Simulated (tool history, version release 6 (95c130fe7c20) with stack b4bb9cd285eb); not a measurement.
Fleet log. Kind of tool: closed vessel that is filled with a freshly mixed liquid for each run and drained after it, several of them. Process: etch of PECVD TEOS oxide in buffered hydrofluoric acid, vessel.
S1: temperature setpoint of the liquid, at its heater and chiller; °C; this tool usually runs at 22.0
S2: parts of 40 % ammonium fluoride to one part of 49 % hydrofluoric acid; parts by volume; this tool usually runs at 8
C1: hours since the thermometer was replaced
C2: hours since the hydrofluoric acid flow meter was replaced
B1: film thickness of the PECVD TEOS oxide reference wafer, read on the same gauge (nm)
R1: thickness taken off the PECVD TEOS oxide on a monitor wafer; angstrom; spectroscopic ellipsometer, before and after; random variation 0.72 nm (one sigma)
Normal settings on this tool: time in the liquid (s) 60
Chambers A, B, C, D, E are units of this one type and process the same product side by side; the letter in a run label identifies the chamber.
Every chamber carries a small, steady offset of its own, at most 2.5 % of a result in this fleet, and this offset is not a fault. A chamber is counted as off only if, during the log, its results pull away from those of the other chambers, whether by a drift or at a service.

{"run": "1A", "hour": 5.8, "S1": 22.0, "S2": 8, "time in the liquid (s)": 60, "C1": 1644.0, "C2": 407.0, "B1": 130.03, "R1": 807.26}
{"run": "2D", "hour": 11.5, "S1": 22.0, "S2": 8, "time in the liquid (s)": 60, "C1": 1729.2, "C2": 1970.6, "B1": 129.99, "R1": 784.64}
{"run": "3C", "hour": 15.2, "S1": 22.0, "S2": 8, "time in the liquid (s)": 60, "C1": 1389.5, "C2": 201.3, "B1": 129.98, "R1": 807.63}
{"run": "4E", "hour": 20.7, "S1": 22.0, "S2": 8, "time in the liquid (s)": 60, "C1": 949.2, "C2": 799.2, "B1": 129.97, "R1": 795.1}
{"run": "5B", "hour": 26.6, "S1": 22.0, "S2": 8, "time in the liquid (s)": 60, "C1": 146.8, "C2": 544.4, "B1": 129.98, "R1": 818.29}
{"run": "6A", "hour": 30.7, "S1": 22.0, "S2": 9, "time in the liquid (s)": 35, "C1": 1668.9, "C2": 431.9, "B1": 129.99, "R1": 411.0}
{"run": "7E", "hour": 36.0, "S1": 22.0, "S2": 9, "time in the liquid (s)": 35, "C1": 964.5, "C2": 814.5, "B1": 129.99, "R1": 414.03}
{"run": "8B", "hour": 40.7, "S1": 22.0, "S2": 9, "time in the liquid (s)": 35, "C1": 160.9, "C2": 558.5, "B1": 129.98, "R1": 411.78}
{"run": "9D", "hour": 45.0, "S1": 22.0, "S2": 9, "time in the liquid (s)": 35, "C1": 1762.7, "C2": 2004.1, "B1": 130.03, "R1": 403.25}
{"run": "10C", "hour": 50.1, "S1": 22.0, "S2": 9, "time in the liquid (s)": 35, "C1": 1424.4, "C2": 236.2, "B1": 130.0, "R1": 417.52}
{"run": "11E", "hour": 53.1, "S1": 22.0, "S2": 8, "time in the liquid (s)": 85, "C1": 981.6, "C2": 831.6, "B1": 129.99, "R1": 1152.8}
{"run": "12A", "hour": 59.0, "S1": 22.0, "S2": 8, "time in the liquid (s)": 85, "C1": 1697.2, "C2": 460.2, "B1": 130.0, "R1": 1143.0}
{"run": "13C", "hour": 61.6, "S1": 22.0, "S2": 8, "time in the liquid (s)": 85, "C1": 1435.9, "C2": 247.7, "B1": 129.99, "R1": 1142.0}
{"run": "14B", "hour": 66.9, "S1": 22.0, "S2": 8, "time in the liquid (s)": 85, "C1": 187.1, "C2": 584.7, "B1": 129.99, "R1": 1153.1}
{"run": "15D", "hour": 70.7, "S1": 22.0, "S2": 8, "time in the liquid (s)": 85, "C1": 1788.4, "C2": 2029.8, "B1": 129.99, "R1": 1126.9}
{"run": "16E", "hour": 73.4, "S1": 22.0, "S2": 8, "time in the liquid (s)": 60, "C1": 1001.9, "C2": 851.9, "B1": 130.02, "R1": 808.21}
{"run": "17D", "hour": 76.5, "S1": 22.0, "S2": 8, "time in the liquid (s)": 60, "C1": 1794.2, "C2": 2035.6, "B1": 130.0, "R1": 801.46}
{"run": "18A", "hour": 80.5, "S1": 22.0, "S2": 8, "time in the liquid (s)": 60, "C1": 1718.7, "C2": 481.7, "B1": 130.01, "R1": 810.61}
{"run": "19B", "hour": 85.0, "S1": 22.0, "S2": 8, "time in the liquid (s)": 60, "C1": 205.2, "C2": 602.8, "B1": 130.0, "R1": 818.99}
{"run": "20C", "hour": 89.1, "S1": 22.0, "S2": 6, "time in the liquid (s)": 60, "C1": 1463.4, "C2": 275.2, "B1": 130.01, "R1": 1067.8}
{"run": "21E", "hour": 94.7, "S1": 22.0, "S2": 6, "time in the liquid (s)": 60, "C1": 1023.2, "C2": 873.2, "B1": 129.99, "R1": 1054.6}
{"run": "22D", "hour": 100.0, "S1": 22.0, "S2": 6, "time in the liquid (s)": 60, "C1": 1817.7, "C2": 2059.1, "B1": 130.02, "R1": 1042.7}
{"run": "23A", "hour": 103.7, "S1": 22.0, "S2": 6, "time in the liquid (s)": 60, "C1": 1741.9, "C2": 504.9, "B1": 130.0, "R1": 1070.4}
{"run": "24B", "hour": 108.6, "S1": 22.0, "S2": 6, "time in the liquid (s)": 60, "C1": 228.8, "C2": 626.4, "B1": 129.99, "R1": 1082.8}
{"run": "25C", "hour": 112.2, "S1": 18.5, "S2": 8, "time in the liquid (s)": 35, "C1": 1486.5, "C2": 298.3, "B1": 129.99, "R1": 386.4}
{"run": "26C", "hour": 117.2, "S1": 18.5, "S2": 8, "time in the liquid (s)": 35, "C1": 1491.5, "C2": 303.3, "B1": 130.0, "R1": 392.27}
{"run": "27D", "hour": 121.5, "S1": 18.5, "S2": 8, "time in the liquid (s)": 35, "C1": 1839.2, "C2": 2080.6, "B1": 130.0, "R1": 387.78}
{"run": "28A", "hour": 127.1, "S1": 18.5, "S2": 8, "time in the liquid (s)": 35, "C1": 1765.3, "C2": 528.3, "B1": 129.97, "R1": 380.78}
{"run": "29B", "hour": 129.8, "S1": 18.5, "S2": 8, "time in the liquid (s)": 35, "C1": 250.0, "C2": 647.6, "B1": 130.0, "R1": 384.5}
{"run": "30E", "hour": 135.1, "S1": 22.0, "S2": 8, "time in the liquid (s)": 60, "C1": 1063.6, "C2": 913.6, "B1": 130.0, "R1": 795.49}
{"run": "31E", "hour": 140.5, "S1": 22.0, "S2": 8, "time in the liquid (s)": 60, "C1": 1069.0, "C2": 919.0, "B1": 130.01, "R1": 804.43}
{"run": "32A", "hour": 144.8, "S1": 25.5, "S2": 8, "time in the liquid (s)": 60, "C1": 1783.0, "C2": 546.0, "B1": 129.98, "R1": 975.8}
{"run": "33D", "hour": 148.3, "S1": 25.5, "S2": 8, "time in the liquid (s)": 60, "C1": 1866.0, "C2": 2107.4, "B1": 130.01, "R1": 947.38}
{"run": "34B", "hour": 152.9, "S1": 25.5, "S2": 8, "time in the liquid (s)": 60, "C1": 273.1, "C2": 670.7, "B1": 130.0, "R1": 994.89}
{"run": "35C", "hour": 157.2, "S1": 25.5, "S2": 8, "time in the liquid (s)": 60, "C1": 1531.5, "C2": 343.3, "B1": 130.01, "R1": 993.77}
{"run": "36C", "hour": 161.5, "S1": 25.5, "S2": 8, "time in the liquid (s)": 60, "C1": 1535.8, "C2": 347.6, "B1": 130.03, "R1": 993.84}
{"run": "37E", "hour": 167.3, "S1": 22.0, "S2": 8, "time in the liquid (s)": 60, "C1": 1095.8, "C2": 945.8, "B1": 130.0, "R1": 787.94}
{"run": "38D", "hour": 171.2, "S1": 22.0, "S2": 8, "time in the liquid (s)": 60, "C1": 1888.9, "C2": 2130.3, "B1": 130.02, "R1": 803.85}
{"run": "39B", "hour": 174.0, "S1": 22.0, "S2": 8, "time in the liquid (s)": 60, "C1": 294.2, "C2": 691.8, "B1": 129.99, "R1": 814.74}
{"run": "40A", "hour": 177.7, "S1": 22.0, "S2": 8, "time in the liquid (s)": 60, "C1": 1815.9, "C2": 578.9, "B1": 130.03, "R1": 814.73}
{"run": "41D", "hour": 181.0, "S1": 22.0, "S2": 8, "time in the liquid (s)": 60, "C1": 1898.7, "C2": 2140.1, "B1": 130.01, "R1": 794.08}

Predict what each chamber gives when all 5 of them run the settings below next.
{"run": "42A", "hour": 185.3, "S1": 22.0, "S2": 8, "time in the liquid (s)": 60, "R1": "?"}
{"run": "42B", "hour": 185.3, "S1": 22.0, "S2": 8, "time in the liquid (s)": 60, "R1": "?"}
{"run": "42C", "hour": 185.3, "S1": 22.0, "S2": 8, "time in the liquid (s)": 60, "R1": "?"}
{"run": "42D", "hour": 185.3, "S1": 22.0, "S2": 8, "time in the liquid (s)": 60, "R1": "?"}
{"run": "42E", "hour": 185.3, "S1": 22.0, "S2": 8, "time in the liquid (s)": 60, "R1": "?"}

run=42A R1=806.27
run=42B R1=833.73
run=42C R1=814.05
run=42D R1=785.97
run=42E R1=804.19
